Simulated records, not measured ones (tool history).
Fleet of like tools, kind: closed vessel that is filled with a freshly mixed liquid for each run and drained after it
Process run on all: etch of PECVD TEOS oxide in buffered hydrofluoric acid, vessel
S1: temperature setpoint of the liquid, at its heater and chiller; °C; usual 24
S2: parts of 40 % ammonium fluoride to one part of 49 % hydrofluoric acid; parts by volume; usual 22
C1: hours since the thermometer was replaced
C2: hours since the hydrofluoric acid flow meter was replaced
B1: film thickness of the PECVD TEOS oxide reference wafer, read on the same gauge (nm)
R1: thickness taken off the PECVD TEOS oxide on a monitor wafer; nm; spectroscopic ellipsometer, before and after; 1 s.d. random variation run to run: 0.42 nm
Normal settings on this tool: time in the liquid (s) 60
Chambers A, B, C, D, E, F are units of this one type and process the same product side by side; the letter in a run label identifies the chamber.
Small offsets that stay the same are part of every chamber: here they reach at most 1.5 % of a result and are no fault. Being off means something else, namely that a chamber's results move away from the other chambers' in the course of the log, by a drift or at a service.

{"run": "1A", "hour": 5.4, "S1": 24, "S2": 22, "time in the liquid (s)": 60, "C1": 1831.4, "C2": 1359.5, "B1": 140.01, "R1": 47.785}
{"run": "2F", "hour": 9.4, "S1": 24, "S2": 22, "time in the liquid (s)": 60, "C1": 241.1, "C2": 253.8, "B1": 139.97, "R1": 47.589}
{"run": "3B", "hour": 13.8, "S1": 24, "S2": 22, "time in the liquid (s)": 60, "C1": 921, "C2": 1250.3, "B1": 139.99, "R1": 46.973}
{"run": "4C", "hour": 17.3, "S1": 24, "S2": 22, "time in the liquid (s)": 60, "C1": 162.8, "C2": 649.3, "B1": 139.98, "R1": 48.144}
{"run": "5E", "hour": 24.5, "S1": 24, "S2": 27.5, "time in the liquid (s)": 85, "C1": 1002.2, "C2": 282.9, "B1": 140.01, "R1": 58.481}
{"run": "6D", "hour": 30.8, "S1": 24, "S2": 27.5, "time in the liquid (s)": 85, "C1": 1410.5, "C2": 2031.6, "B1": 140.02, "R1": 57.791}
{"run": "7F", "hour": 36.6, "S1": 24, "S2": 27.5, "time in the liquid (s)": 85, "C1": 268.3, "C2": 281, "B1": 139.99, "R1": 57.967}
{"run": "8E", "hour": 43.5, "S1": 24, "S2": 27.5, "time in the liquid (s)": 85, "C1": 1021.2, "C2": 301.9, "B1": 140, "R1": 58.746}
{"run": "9D", "hour": 48.2, "S1": 24, "S2": 27.5, "time in the liquid (s)": 85, "C1": 1427.9, "C2": 2049, "B1": 140, "R1": 58.214}
{"run": "10B", "hour": 53.3, "S1": 24, "S2": 27.5, "time in the liquid (s)": 85, "C1": 960.5, "C2": 1289.8, "B1": 139.99, "R1": 56.535}
{"run": "11C", "hour": 58.6, "S1": 20, "S2": 22, "time in the liquid (s)": 85, "C1": 204.1, "C2": 690.6, "B1": 140.01, "R1": 54.913}
{"run": "12A", "hour": 62.6, "S1": 20, "S2": 22, "time in the liquid (s)": 85, "C1": 1888.6, "C2": 1416.7, "B1": 139.97, "R1": 53.939}
{"run": "13D", "hour": 68.3, "S1": 20, "S2": 22, "time in the liquid (s)": 85, "C1": 1448, "C2": 2069.1, "B1": 140.01, "R1": 54.469}
{"run": "14B", "hour": 71.9, "S1": 20, "S2": 22, "time in the liquid (s)": 85, "C1": 979.1, "C2": 1308.4, "B1": 140.02, "R1": 54.443}
{"run": "15F", "hour": 75.9, "S1": 20, "S2": 22, "time in the liquid (s)": 85, "C1": 307.6, "C2": 320.3, "B1": 140.03, "R1": 53.999}
{"run": "16A", "hour": 80.6, "S1": 20, "S2": 22, "time in the liquid (s)": 85, "C1": 1906.6, "C2": 1434.7, "B1": 139.99, "R1": 53.901}
{"run": "17E", "hour": 86.2, "S1": 24, "S2": 22, "time in the liquid (s)": 60, "C1": 1063.9, "C2": 344.6, "B1": 140, "R1": 47.359}
{"run": "18C", "hour": 89.7, "S1": 24, "S2": 22, "time in the liquid (s)": 60, "C1": 235.2, "C2": 721.7, "B1": 140.01, "R1": 48.14}
{"run": "19E", "hour": 96.6, "S1": 27, "S2": 22, "time in the liquid (s)": 60, "C1": 1074.3, "C2": 355, "B1": 140.02, "R1": 55.574}
{"run": "20C", "hour": 102.9, "S1": 27, "S2": 22, "time in the liquid (s)": 60, "C1": 248.4, "C2": 734.9, "B1": 139.98, "R1": 56.332}
{"run": "21A", "hour": 107.7, "S1": 27, "S2": 22, "time in the liquid (s)": 60, "C1": 1933.7, "C2": 1461.8, "B1": 140, "R1": 55.933}
{"run": "22D", "hour": 111.2, "S1": 27, "S2": 22, "time in the liquid (s)": 60, "C1": 1490.9, "C2": 2112, "B1": 140.02, "R1": 58.387}
{"run": "23B", "hour": 115.7, "S1": 27, "S2": 22, "time in the liquid (s)": 60, "C1": 1022.9, "C2": 1352.2, "B1": 139.99, "R1": 57.122}
{"run": "24F", "hour": 120.5, "S1": 27, "S2": 22, "time in the liquid (s)": 60, "C1": 352.2, "C2": 364.9, "B1": 139.96, "R1": 56.101}
{"run": "25D", "hour": 123.9, "S1": 24, "S2": 22, "time in the liquid (s)": 60, "C1": 1503.6, "C2": 2124.7, "B1": 140.01, "R1": 50.663}
{"run": "26B", "hour": 128.1, "S1": 24, "S2": 22, "time in the liquid (s)": 60, "C1": 1035.3, "C2": 1364.6, "B1": 139.97, "R1": 48.49}
{"run": "27E", "hour": 133.8, "S1": 24, "S2": 22, "time in the liquid (s)": 60, "C1": 1111.5, "C2": 392.2, "B1": 139.99, "R1": 47.396}
{"run": "28F", "hour": 141.0, "S1": 24, "S2": 22, "time in the liquid (s)": 60, "C1": 372.7, "C2": 385.4, "B1": 140.01, "R1": 46.985}
{"hour": 141.2, "done": "chamber A: hydrofluoric acid flow meter replaced"}
{"run": "29C", "hour": 145.1, "S1": 24, "S2": 22, "time in the liquid (s)": 60, "C1": 290.6, "C2": 777.1, "B1": 139.98, "R1": 48.358}
{"hour": 148.6, "done": "chamber E: thermometer replaced"}
{"run": "30A", "hour": 150.4, "S1": 24, "S2": 22, "time in the liquid (s)": 60, "C1": 1976.4, "C2": 9.3, "B1": 139.97, "R1": 48.018}
{"run": "31E", "hour": 157.1, "S1": 24, "S2": 22, "time in the liquid (s)": 60, "C1": 8.5, "C2": 415.5, "B1": 140, "R1": 47.828}
{"run": "32C", "hour": 163.4, "S1": 24, "S2": 14.5, "time in the liquid (s)": 60, "C1": 308.9, "C2": 795.4, "B1": 139.97, "R1": 70.751}
{"run": "33F", "hour": 168.7, "S1": 24, "S2": 14.5, "time in the liquid (s)": 60, "C1": 400.4, "C2": 413.1, "B1": 139.99, "R1": 69.622}
{"run": "34D", "hour": 175.8, "S1": 24, "S2": 14.5, "time in the liquid (s)": 60, "C1": 1555.5, "C2": 2176.6, "B1": 140.01, "R1": 75.499}
{"run": "35B", "hour": 182.9, "S1": 24, "S2": 14.5, "time in the liquid (s)": 60, "C1": 1090.1, "C2": 1419.4, "B1": 139.98, "R1": 69.399}
{"run": "36A", "hour": 187.1, "S1": 24, "S2": 14.5, "time in the liquid (s)": 60, "C1": 2013.1, "C2": 46, "B1": 139.99, "R1": 70.579}

Which is it: a chamber that has drifted or been left off by a service, a gauge drift common to all chambers, or only each chamber's usual small offset? If a chamber is off, name it and its likeliest cause.

Little by little, chamber D moves away from the other chambers.
Likeliest cause: liquid hotter than its thermometer reads (K) = 2.02.

Here are 4 candidates for chamber D's next run, each the usual settings with a change, their results left as question marks. Which one brings its results back in line with what the others give on the usual settings?
Counts as in line when no further than this from what the other chambers average on the usual settings: R1 1.5 nm
{"run": "37D-1", "hour": 192.7, "S1": 24, "S2": 21.5, "time in the liquid (s)": 65, "R1": "?"}
{"run": "37D-2", "hour": 192.7, "S1": 24.5, "S2": 21, "time in the liquid (s)": 70, "R1": "?"}
{"run": "37D-3", "hour": 192.7, "S1": 22, "S2": 25.5, "time in the liquid (s)": 60, "R1": "?"}
{"run": "37D-4", "hour": 192.7, "S1": 24, "S2": 22.5, "time in the liquid (s)": 55, "R1": "?"}

Mean of the other chambers on the usual settings: R1 47.715 nm
run=37D-1 R1=58.302
run=37D-2 R1=65.583
run=37D-3 R1=42.882
run=37D-4 R1=47.827
With 37D-4, the chamber falls back in line with the rest.
